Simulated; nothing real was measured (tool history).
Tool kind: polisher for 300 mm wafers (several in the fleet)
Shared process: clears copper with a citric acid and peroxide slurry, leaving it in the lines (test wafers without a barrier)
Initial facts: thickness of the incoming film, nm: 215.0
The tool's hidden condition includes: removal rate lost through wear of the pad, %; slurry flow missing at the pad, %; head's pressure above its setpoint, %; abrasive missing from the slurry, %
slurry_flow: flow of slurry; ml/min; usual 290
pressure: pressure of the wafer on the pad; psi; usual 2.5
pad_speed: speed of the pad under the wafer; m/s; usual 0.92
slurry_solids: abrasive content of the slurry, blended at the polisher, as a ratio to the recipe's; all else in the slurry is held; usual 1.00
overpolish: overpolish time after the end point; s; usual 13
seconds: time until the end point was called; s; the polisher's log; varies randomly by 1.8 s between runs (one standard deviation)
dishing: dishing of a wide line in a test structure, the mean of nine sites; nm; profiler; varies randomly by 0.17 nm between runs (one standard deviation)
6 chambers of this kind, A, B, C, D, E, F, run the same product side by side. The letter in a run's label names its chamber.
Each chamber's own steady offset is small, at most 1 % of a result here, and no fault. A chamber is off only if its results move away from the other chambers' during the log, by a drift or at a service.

| run | day | slurry_flow | pressure | pad_speed | slurry_solids | overpolish | wafers polished on this pad | hours since the slurry nozzle was cleaned | hours since the head pressure was calibrated | hours since the slurry blender was calibrated | seconds | dishing |
|---|---|---|---|---|---|---|---|---|---|---|---|---|
|  | 0.296 | chamber A: worn pad replaced by a new one |
| 1A | 0.325 | 290 | 2.5 | 0.92 | 1.00 | 13 | 5 | 446.9 | 318.8 | 285.4 | 142.79 | 12.5740 |
|  | 0.354 | chamber F: worn pad replaced by a new one |
|  | 0.412 | chamber C: slurry blender recalibrated |
| 2E | 0.550 | 290 | 2.5 | 0.92 | 1.00 | 13 | 264 | 773.2 | 423.8 | 70.7 | 141.98 | 12.4600 |
| 3B | 0.900 | 290 | 2.5 | 0.92 | 1.00 | 13 | 274 | 108.3 | 209.1 | 33.7 | 141.32 | 12.1300 |
| 4C | 1.212 | 290 | 2.5 | 0.92 | 1.00 | 13 | 547 | 403.2 | 445.6 | 19.3 | 139.53 | 12.5020 |
| 5F | 1.433 | 290 | 3.3 | 0.92 | 1.00 | 18 | 172 | 609.8 | 273.8 | 200.0 | 107.44 | 18.8430 |
| 6D | 1.900 | 290 | 3.3 | 0.92 | 1.00 | 18 | 683 | 76.1 | 587.4 | 186.6 | 109.81 | 18.7550 |
| 7F | 2.196 | 290 | 3.3 | 0.92 | 1.00 | 18 | 294 | 628.1 | 292.1 | 218.3 | 107.38 | 18.6050 |
|  | 2.504 | chamber E: slurry nozzle cleaned |
| 8C | 2.679 | 290 | 3.3 | 0.92 | 1.00 | 18 | 781 | 438.4 | 480.8 | 54.5 | 108.69 | 18.4040 |
| 9A | 3.092 | 290 | 3.3 | 0.92 | 1.00 | 18 | 446 | 513.3 | 385.2 | 351.8 | 107.68 | 18.6930 |
|  | 3.150 | chamber E: worn pad replaced by a new one |
| 10E | 3.429 | 290 | 3.3 | 0.92 | 1.00 | 18 | 45 | 22.3 | 492.9 | 139.8 | 105.65 | 18.8570 |
|  | 3.492 | chamber F: slurry nozzle cleaned |
| 11D | 3.908 | 215 | 2.5 | 0.92 | 1.00 | 13 | 1003 | 124.3 | 635.6 | 234.8 | 145.50 | 12.0730 |
|  | 4.242 | chamber A: slurry blender recalibrated |
| 12B | 4.408 | 215 | 2.5 | 0.92 | 1.00 | 13 | 834 | 192.5 | 293.3 | 117.9 | 147.49 | 11.8440 |
|  | 4.658 | chamber E: slurry blender recalibrated |
|  | 4.738 | chamber A: worn pad replaced by a new one |
|  | 4.754 | chamber B: worn pad replaced by a new one |
| 13E | 4.804 | 215 | 2.5 | 0.92 | 1.00 | 13 | 264 | 55.3 | 525.9 | 3.5 | 148.31 | 11.5720 |
|  | 5.029 | chamber A: slurry nozzle cleaned |
| 14F | 5.038 | 215 | 2.5 | 0.92 | 1.00 | 13 | 747 | 37.1 | 360.3 | 286.5 | 150.31 | 12.4330 |
|  | 5.121 | chamber A: head pressure recalibrated |
|  | 5.142 | chamber B: slurry blender recalibrated |
|  | 5.179 | chamber D: worn pad replaced by a new one |
| 15A | 5.267 | 215 | 2.5 | 0.92 | 1.00 | 13 | 84 | 5.7 | 3.5 | 24.7 | 146.50 | 11.7180 |
|  | 5.321 | chamber F: head pressure recalibrated |
|  | 5.492 | chamber F: worn pad replaced by a new one |
| 16D | 5.525 | 215 | 2.5 | 0.92 | 1.00 | 13 | 55 | 163.1 | 674.4 | 273.6 | 144.25 | 11.6780 |
| 17C | 5.775 | 290 | 2.5 | 0.92 | 1.00 | 13 | 1275 | 512.7 | 555.1 | 128.8 | 146.45 | 12.2980 |
| 18B | 6.121 | 290 | 2.5 | 0.92 | 1.00 | 13 | 218 | 233.6 | 334.4 | 23.5 | 142.27 | 12.2490 |
| 19A | 6.579 | 290 | 2.5 | 0.92 | 1.00 | 13 | 294 | 37.2 | 35.0 | 56.2 | 146.22 | 12.0520 |
|  | 6.704 | chamber D: slurry blender recalibrated |
| 20C | 6.925 | 290 | 2.5 | 0.92 | 1.00 | 13 | 1458 | 540.3 | 582.7 | 156.4 | 147.22 | 11.7630 |
| 21B | 7.175 | 290 | 2.5 | 0.92 | 1.00 | 13 | 386 | 258.9 | 359.7 | 48.8 | 142.82 | 12.3500 |
|  | 7.367 | chamber F: slurry blender recalibrated |
| 22F | 7.592 | 290 | 2.5 | 0.92 | 1.00 | 13 | 335 | 98.4 | 54.6 | 5.5 | 143.97 | 12.3470 |
|  | 7.650 | chamber E: worn pad replaced by a new one |
| 23E | 8.071 | 290 | 2.5 | 0.92 | 1.00 | 13 | 67 | 133.7 | 604.3 | 81.9 | 143.77 | 12.4830 |
| 24D | 8.492 | 290 | 2.5 | 0.92 | 1.00 | 13 | 529 | 234.3 | 745.6 | 43.0 | 145.11 | 12.1750 |
| 25F | 8.846 | 290 | 2.5 | 0.92 | 1.00 | 13 | 535 | 128.5 | 84.7 | 35.6 | 141.14 | 12.3430 |
| 26A | 9.129 | 290 | 2.5 | 0.92 | 1.00 | 13 | 701 | 98.4 | 96.2 | 117.4 | 140.39 | 12.5670 |
| 27E | 9.438 | 290 | 2.5 | 0.92 | 1.00 | 13 | 285 | 166.5 | 637.1 | 114.7 | 142.35 | 12.2980 |
|  | 9.550 | chamber A: worn pad replaced by a new one |
|  | 9.738 | chamber B: worn pad replaced by a new one |
|  | 9.912 | chamber C: slurry blender recalibrated |
| 28D | 9.942 | 290 | 2.5 | 0.92 | 1.00 | 13 | 760 | 269.1 | 780.4 | 77.8 | 141.57 | 12.1390 |
|  | 10.279 | chamber F: worn pad replaced by a new one |
|  | 10.329 | chamber C: slurry nozzle cleaned |
| 29C | 10.333 | 290 | 2.5 | 0.92 | 1.00 | 13 | 2002 | 0.1 | 664.5 | 10.1 | 153.72 | 11.9250 |
| 30B | 10.633 | 290 | 2.5 | 0.92 | 1.00 | 13 | 143 | 341.9 | 442.7 | 131.8 | 144.50 | 11.9920 |
| 31A | 10.896 | 290 | 2.5 | 0.68 | 0.75 | 13 | 214 | 140.8 | 138.6 | 159.8 | 201.65 | 9.2143 |
|  | 11.146 | chamber B: slurry blender recalibrated |
| 32B | 11.225 | 290 | 2.5 | 0.68 | 0.75 | 13 | 237 | 356.1 | 456.9 | 1.9 | 200.43 | 9.3516 |
|  | 11.292 | chamber E: worn pad replaced by a new one |
|  | 11.496 | chamber E: slurry blender recalibrated |
| 33D | 11.496 | 290 | 2.5 | 0.68 | 0.75 | 13 | 1008 | 306.4 | 817.7 | 115.1 | 199.88 | 9.1547 |
| 34F | 11.838 | 290 | 2.5 | 0.68 | 0.75 | 13 | 249 | 200.3 | 156.5 | 107.4 | 203.54 | 9.1772 |
|  | 12.288 | chamber D: slurry nozzle cleaned |
| 35E | 12.317 | 290 | 2.5 | 0.68 | 0.75 | 13 | 164 | 235.6 | 706.2 | 19.7 | 197.83 | 9.3094 |
| 36C | 12.717 | 290 | 2.5 | 0.68 | 0.75 | 13 | 2383 | 57.3 | 721.7 | 67.3 | 217.68 | 8.6372 |
| 37D | 13.167 | 290 | 2.5 | 0.92 | 1.00 | 13 | 1275 | 21.1 | 857.8 | 155.2 | 136.13 | 12.4310 |
|  | 13.396 | chamber B: head pressure recalibrated |
| 38A | 13.629 | 290 | 2.5 | 0.92 | 1.00 | 13 | 651 | 206.4 | 204.2 | 225.4 | 139.68 | 12.3260 |
| 39F | 14.129 | 290 | 2.5 | 0.92 | 1.00 | 13 | 615 | 255.3 | 211.5 | 162.4 | 142.07 | 12.2850 |
|  | 14.133 | chamber B: worn pad replaced by a new one |
| 40E | 14.358 | 290 | 2.5 | 0.92 | 1.00 | 13 | 490 | 284.6 | 755.2 | 68.7 | 139.55 | 12.0480 |
|  | 14.479 | chamber E: head pressure recalibrated |
| 41B | 14.812 | 290 | 2.5 | 0.92 | 1.00 | 13 | 108 | 442.2 | 34.0 | 88.0 | 139.11 | 12.2650 |
|  | 15.121 | chamber E: worn pad replaced by a new one |
| 42C | 15.292 | 290 | 2.5 | 0.92 | 1.00 | 13 | 2794 | 119.1 | 783.5 | 129.1 | 156.02 | 11.1520 |
| 43F | 15.779 | 290 | 2.5 | 0.92 | 1.00 | 13 | 878 | 294.9 | 251.1 | 202.0 | 142.57 | 12.2880 |
| 44E | 15.996 | 290 | 2.5 | 0.92 | 1.00 | 13 | 139 | 323.9 | 36.4 | 108.0 | 141.87 | 12.0680 |

All 6 chambers run these settings next. Forecast each chamber's results:
| 45A | 16.358 | 290 | 2.5 | 0.92 | 1.00 | 13 |  |  |  |  | ? | ? |
| 45B | 16.358 | 290 | 2.5 | 0.92 | 1.00 | 13 |  |  |  |  | ? | ? |
| 45C | 16.358 | 290 | 2.5 | 0.92 | 1.00 | 13 |  |  |  |  | ? | ? |
| 45D | 16.358 | 290 | 2.5 | 0.92 | 1.00 | 13 |  |  |  |  | ? | ? |
| 45E | 16.358 | 290 | 2.5 | 0.92 | 1.00 | 13 |  |  |  |  | ? | ? |
| 45F | 16.358 | 290 | 2.5 | 0.92 | 1.00 | 13 |  |  |  |  | ? | ? |

| run | seconds | dishing |
|---|---|---|
| 45A | 142.72 | 12.2260 |
| 45B | 142.33 | 11.9590 |
| 45C | 158.94 | 11.3800 |
| 45D | 135.60 | 12.2150 |
| 45E | 137.80 | 11.8210 |
| 45F | 144.44 | 12.5480 |
